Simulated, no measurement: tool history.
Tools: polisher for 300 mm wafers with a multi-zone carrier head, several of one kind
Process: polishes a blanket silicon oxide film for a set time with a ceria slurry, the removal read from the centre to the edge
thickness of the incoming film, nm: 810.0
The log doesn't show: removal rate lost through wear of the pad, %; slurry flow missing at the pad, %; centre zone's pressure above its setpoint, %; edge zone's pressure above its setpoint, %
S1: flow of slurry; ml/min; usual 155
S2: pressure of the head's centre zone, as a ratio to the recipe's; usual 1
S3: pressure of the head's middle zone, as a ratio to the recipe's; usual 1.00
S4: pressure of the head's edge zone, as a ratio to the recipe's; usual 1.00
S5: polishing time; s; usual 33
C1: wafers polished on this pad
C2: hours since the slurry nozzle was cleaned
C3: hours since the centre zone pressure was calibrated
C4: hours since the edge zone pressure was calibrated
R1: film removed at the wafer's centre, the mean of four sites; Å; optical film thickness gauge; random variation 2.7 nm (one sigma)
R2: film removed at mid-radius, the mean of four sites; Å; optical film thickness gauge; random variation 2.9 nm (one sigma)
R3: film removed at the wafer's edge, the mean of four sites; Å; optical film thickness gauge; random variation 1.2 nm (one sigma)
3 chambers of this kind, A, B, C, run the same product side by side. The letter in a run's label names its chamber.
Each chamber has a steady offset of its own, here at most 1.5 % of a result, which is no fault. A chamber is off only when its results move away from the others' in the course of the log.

Run 1C, hour 5.8: usual settings; C1 200; C2 292.9; C3 258.9; C4 161.2. Result: R1 1981.9 Å, R2 1997.2 Å, R3 1978.8 Å.
Run 2A, hour 10.9: usual settings; C1 768; C2 340.0; C3 811.5; C4 274.4. Result: R1 1978.6 Å, R2 2026.7 Å, R3 1988.6 Å.
At hour 13.2: chamber C: slurry nozzle cleaned.
Run 3B, hour 17.3: usual settings; C1 412; C2 284.7; C3 738.8; C4 196.4. Result: R1 2021.6 Å, R2 2029.9 Å, R3 2003.1 Å.
Run 4A, hour 22.4: usual settings; C1 851; C2 351.5; C3 823.0; C4 285.9. Result: R1 1994.5 Å, R2 2057.2 Å, R3 1988.0 Å.
Run 5B, hour 25.9: usual settings but S5 38 s; C1 474; C2 293.3; C3 747.4; C4 205.0. Result: R1 2327.5 Å, R2 2279.7 Å, R3 2359.7 Å.
Run 6C, hour 29.5: usual settings but S5 38 s; C1 371; C2 16.3; C3 282.6; C4 184.9. Result: R1 2371.3 Å, R2 2300.2 Å, R3 2295.1 Å.
Run 7A, hour 33.8: usual settings but S5 38 s; C1 934; C2 362.9; C3 834.4; C4 297.3. Result: R1 2283.2 Å, R2 2287.6 Å, R3 2283.0 Å.
Run 8B, hour 39.3: usual settings; C1 571; C2 306.7; C3 760.8; C4 218.4. Result: R1 2007.3 Å, R2 1987.9 Å, R3 2039.9 Å.
Run 9C, hour 42.2: usual settings; C1 463; C2 29.0; C3 295.3; C4 197.6. Result: R1 2031.0 Å, R2 1999.9 Å, R3 1992.5 Å.
Run 10C, hour 48.3: usual settings but S1 120 ml/min, S4 1.05; C1 507; C2 35.1; C3 301.4; C4 203.7. Result: R1 1877.4 Å, R2 1962.9 Å, R3 1975.9 Å.
Run 11A, hour 51.4: usual settings but S1 120 ml/min, S4 1.05; C1 1061; C2 380.5; C3 852.0; C4 314.9. Result: R1 1819.0 Å, R2 1816.0 Å, R3 1916.5 Å.
At hour 52.6: chamber A: worn pad replaced by a new one.
Run 12B, hour 54.6: usual settings but S1 120 ml/min, S4 1.05; C1 682; C2 322.0; C3 776.1; C4 233.7. Result: R1 1872.4 Å, R2 1933.7 Å, R3 1979.4 Å.
Run 13A, hour 60.7: usual settings but S4 0.96; C1 58; C2 389.8; C3 861.3; C4 324.2. Result: R1 1925.2 Å, R2 1952.5 Å, R3 1950.9 Å.
Run 14B, hour 67.1: usual settings but S4 0.96; C1 772; C2 334.5; C3 788.6; C4 246.2. Result: R1 1968.4 Å, R2 2000.2 Å, R3 1969.9 Å.
Run 15C, hour 70.6: usual settings but S4 0.96; C1 668; C2 57.4; C3 323.7; C4 226.0. Result: R1 2010.1 Å, R2 2005.8 Å, R3 1981.3 Å.
Run 16B, hour 76.9: usual settings but S3 0.90, S4 1.06; C1 843; C2 344.3; C3 798.4; C4 256.0. Result: R1 2016.4 Å, R2 1856.1 Å, R3 2085.3 Å.
At hour 78.5: chamber B: worn pad replaced by a new one.
Run 17A, hour 82.6: usual settings but S3 0.90, S4 1.06; C1 217; C2 411.7; C3 883.2; C4 346.1. Result: R1 1888.8 Å, R2 1760.0 Å, R3 2010.1 Å.
Run 18C, hour 88.6: usual settings but S3 0.90, S4 1.06; C1 798; C2 75.4; C3 341.7; C4 244.0. Result: R1 2046.9 Å, R2 1851.5 Å, R3 2064.4 Å.
Run 19B, hour 93.3: usual settings; C1 107; C2 360.7; C3 814.8; C4 272.4. Result: R1 2003.5 Å, R2 2009.8 Å, R3 2001.5 Å.
Run 20A, hour 96.7: usual settings but S3 1.11, S4 1.06; C1 319; C2 425.8; C3 897.3; C4 360.2. Result: R1 1929.9 Å, R2 2107.5 Å, R3 1986.6 Å.
Run 21C, hour 100.1: usual settings but S3 1.11, S4 1.06; C1 882; C2 86.9; C3 353.2; C4 255.5. Result: R1 2066.1 Å, R2 2226.1 Å, R3 2085.7 Å.
At hour 101.4: chamber C: worn pad replaced by a new one.
Run 22C, hour 106.0: usual settings but S3 1.11, S4 1.06; C1 33; C2 92.8; C3 359.1; C4 261.4. Result: R1 2040.8 Å, R2 2233.3 Å, R3 2067.3 Å.
Run 23A, hour 108.9: usual settings; C1 407; C2 438.0; C3 909.5; C4 372.4. Result: R1 1877.5 Å, R2 1877.1 Å, R3 1902.7 Å.

Next, every chamber runs the same settings. What will each give?
Run 24A, hour 113.6: usual settings but S4 1.09. Result: R1 ?, R2 ?, R3 ?.
Run 24B, hour 113.6: usual settings but S4 1.09. Result: R1 ?, R2 ?, R3 ?.
Run 24C, hour 113.6: usual settings but S4 1.09. Result: R1 ?, R2 ?, R3 ?.

run      R1      R2      R3
24A  1891.5  1893.5  1982.5
24B  1973.9  2004.2  2102.7
24C  2043.7  1979.5  2116.8
